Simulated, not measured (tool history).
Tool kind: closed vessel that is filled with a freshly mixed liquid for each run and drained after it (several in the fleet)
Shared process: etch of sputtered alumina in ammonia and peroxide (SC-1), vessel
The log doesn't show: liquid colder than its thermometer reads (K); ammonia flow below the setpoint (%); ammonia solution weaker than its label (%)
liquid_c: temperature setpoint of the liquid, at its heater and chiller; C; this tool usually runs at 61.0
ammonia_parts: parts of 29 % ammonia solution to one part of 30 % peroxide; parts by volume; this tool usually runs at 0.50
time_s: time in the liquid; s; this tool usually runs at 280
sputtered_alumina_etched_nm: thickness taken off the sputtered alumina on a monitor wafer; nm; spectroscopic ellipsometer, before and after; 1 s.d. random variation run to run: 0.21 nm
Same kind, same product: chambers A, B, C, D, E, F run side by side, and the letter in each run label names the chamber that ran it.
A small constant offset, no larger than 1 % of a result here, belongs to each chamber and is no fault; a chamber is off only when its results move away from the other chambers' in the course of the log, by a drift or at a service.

| run | hour | liquid_c | ammonia_parts | time_s | hours since the thermometer was replaced | hours since the ammonia flow meter was replaced | hours since the drum of ammonia solution was connected | read-back film thickness of the sputtered alumina reference wafer, read on the same gauge (nm) | sputtered_alumina_etched_nm |
|---|---|---|---|---|---|---|---|---|---|
| 1C | 9.1 | 61.0 | 0.50 | 280 | 1128.3 | 363.1 | 20.6 | 150.02 | 23.433 |
| 2D | 16.0 | 61.0 | 0.50 | 280 | 678.2 | 738.8 | 172.1 | 150.00 | 23.457 |
| 3A | 25.1 | 61.0 | 0.50 | 280 | 666.5 | 1135.5 | 234.4 | 150.00 | 23.364 |
| 4F | 33.7 | 61.0 | 0.50 | 280 | 743.8 | 1948.3 | 642.2 | 149.99 | 23.384 |
|  | 39.4 | chamber D: new drum of ammonia solution connected |
| 5E | 41.5 | 61.0 | 0.50 | 280 | 725.7 | 567.4 | 95.2 | 150.02 | 23.136 |
| 6B | 48.2 | 53.5 | 0.40 | 280 | 363.9 | 399.7 | 847.4 | 149.97 | 15.545 |
| 7A | 54.6 | 53.5 | 0.40 | 280 | 696.0 | 1165.0 | 263.9 | 150.00 | 15.237 |
| 8E | 60.4 | 53.5 | 0.40 | 280 | 744.6 | 586.3 | 114.1 | 150.03 | 15.511 |
| 9F | 65.9 | 53.5 | 0.40 | 280 | 776.0 | 1980.5 | 674.4 | 150.02 | 15.309 |
|  | 69.2 | chamber A: new drum of ammonia solution connected |
| 10C | 72.3 | 53.5 | 0.40 | 280 | 1191.5 | 426.3 | 83.8 | 149.99 | 15.591 |
| 11B | 81.7 | 53.5 | 0.40 | 280 | 397.4 | 433.2 | 880.9 | 149.98 | 15.451 |
| 12D | 88.5 | 61.0 | 0.50 | 280 | 750.7 | 811.3 | 49.1 | 150.01 | 23.428 |
| 13F | 96.2 | 61.0 | 0.50 | 280 | 806.3 | 2010.8 | 704.7 | 150.02 | 23.249 |
| 14B | 102.4 | 61.0 | 0.50 | 280 | 418.1 | 453.9 | 901.6 | 150.00 | 23.152 |
| 15D | 109.1 | 61.0 | 0.50 | 280 | 771.3 | 831.9 | 69.7 | 150.00 | 23.309 |
|  | 113.0 | chamber C: thermometer replaced |
| 16C | 114.3 | 61.0 | 0.50 | 280 | 1.3 | 468.3 | 125.8 | 150.01 | 23.459 |
|  | 114.4 | chamber F: ammonia flow meter replaced |
|  | 120.2 | chamber B: ammonia flow meter replaced |
| 17E | 120.4 | 61.0 | 0.50 | 280 | 804.6 | 646.3 | 174.1 | 150.02 | 23.433 |
| 18A | 127.7 | 57.5 | 0.65 | 280 | 769.1 | 1238.1 | 58.6 | 149.98 | 19.659 |
| 19E | 133.0 | 57.5 | 0.65 | 280 | 817.2 | 658.9 | 186.7 | 149.98 | 19.534 |
| 20C | 137.1 | 57.5 | 0.65 | 280 | 24.1 | 491.1 | 148.6 | 149.99 | 19.905 |
| 21B | 141.5 | 57.5 | 0.65 | 280 | 457.2 | 21.3 | 940.7 | 150.01 | 20.277 |
| 22D | 148.5 | 57.5 | 0.65 | 280 | 810.7 | 871.3 | 109.1 | 149.99 | 19.934 |
| 23A | 156.8 | 57.5 | 0.65 | 280 | 798.2 | 1267.2 | 87.7 | 149.98 | 19.794 |
| 24F | 164.9 | 61.0 | 0.30 | 280 | 875.0 | 50.5 | 773.4 | 149.99 | 22.306 |
| 25E | 169.4 | 61.0 | 0.30 | 280 | 853.6 | 695.3 | 223.1 | 150.00 | 22.037 |
| 26A | 175.4 | 61.0 | 0.30 | 280 | 816.8 | 1285.8 | 106.3 | 150.01 | 22.417 |
| 27F | 183.8 | 61.0 | 0.30 | 280 | 893.9 | 69.4 | 792.3 | 150.01 | 22.609 |
| 28B | 191.2 | 61.0 | 0.30 | 280 | 506.9 | 71.0 | 990.4 | 149.97 | 22.386 |
|  | 192.3 | chamber E: ammonia flow meter replaced |
| 29C | 198.8 | 61.0 | 0.30 | 280 | 85.8 | 552.8 | 210.3 | 150.02 | 21.877 |
| 30D | 207.5 | 61.0 | 0.50 | 280 | 869.7 | 930.3 | 168.1 | 150.01 | 22.403 |
| 31D | 216.6 | 61.0 | 0.50 | 280 | 878.8 | 939.4 | 177.2 | 150.00 | 22.483 |
| 32E | 221.8 | 61.0 | 0.50 | 280 | 906.0 | 29.5 | 275.5 | 150.02 | 22.911 |
|  | 225.2 | chamber C: new drum of ammonia solution connected |
| 33C | 228.9 | 61.0 | 0.50 | 280 | 115.9 | 582.9 | 3.7 | 149.99 | 23.676 |
|  | 229.7 | chamber D: new drum of ammonia solution connected |
| 34F | 233.1 | 61.0 | 0.50 | 280 | 943.2 | 118.7 | 841.6 | 150.02 | 23.611 |
| 35A | 238.8 | 61.0 | 0.50 | 280 | 880.2 | 1349.2 | 169.7 | 150.01 | 23.084 |
|  | 241.6 | chamber F: thermometer replaced |
| 36B | 247.2 | 61.0 | 0.50 | 280 | 562.9 | 127.0 | 1046.4 | 150.00 | 23.553 |
| 37F | 251.6 | 61.0 | 0.50 | 280 | 10.1 | 137.2 | 860.1 | 149.99 | 23.483 |
| 38A | 258.1 | 61.0 | 0.50 | 280 | 899.5 | 1368.5 | 189.0 | 150.00 | 22.900 |
| 39E | 265.1 | 61.0 | 0.65 | 280 | 949.3 | 72.8 | 318.8 | 149.99 | 24.073 |
| 40B | 272.5 | 61.0 | 0.65 | 280 | 588.2 | 152.3 | 1071.7 | 150.01 | 23.811 |
| 41D | 278.1 | 61.0 | 0.65 | 280 | 940.3 | 1000.9 | 48.5 | 149.99 | 21.981 |
| 42C | 283.9 | 61.0 | 0.65 | 280 | 170.9 | 637.9 | 58.7 | 150.00 | 24.166 |
| 43B | 289.4 | 61.0 | 0.65 | 280 | 605.1 | 169.2 | 1088.6 | 150.00 | 24.261 |

Is one chamber off against the others, does the gauge drift, or is nothing wrong? If a chamber is off, say which, and what the likeliest cause is.

Chamber D drifts away from the others.
Likeliest cause: liquid colder than its thermometer reads (K) = 1.64.

Which of the 4 candidates below, each the usual settings with something changed and its results left as question marks, puts chamber D back in line with what the other chambers give on the usual settings?
Allowed miss from the other chambers' usual-settings mean, per result, to count as in line: sputtered_alumina_etched_nm 0.750 nm
| 44D-1 | 296.2 | 60.5 | 0.50 | 265 |  |  |  |  | ? |
| 44D-2 | 296.2 | 58.5 | 0.50 | 280 |  |  |  |  | ? |
| 44D-3 | 296.2 | 61.5 | 0.50 | 295 |  |  |  |  | ? |
| 44D-4 | 296.2 | 62.0 | 0.50 | 305 |  |  |  |  | ? |

Usual-settings mean across the other chambers: sputtered_alumina_etched_nm 23.324 nm
| run | sputtered_alumina_etched_nm |
|---|---|
| 44D-1 | 19.994 |
| 44D-2 | 19.065 |
| 44D-3 | 23.424 |
| 44D-4 | 24.847 |
Change 44D-3 lands the chamber within the allowed miss of the other chambers.
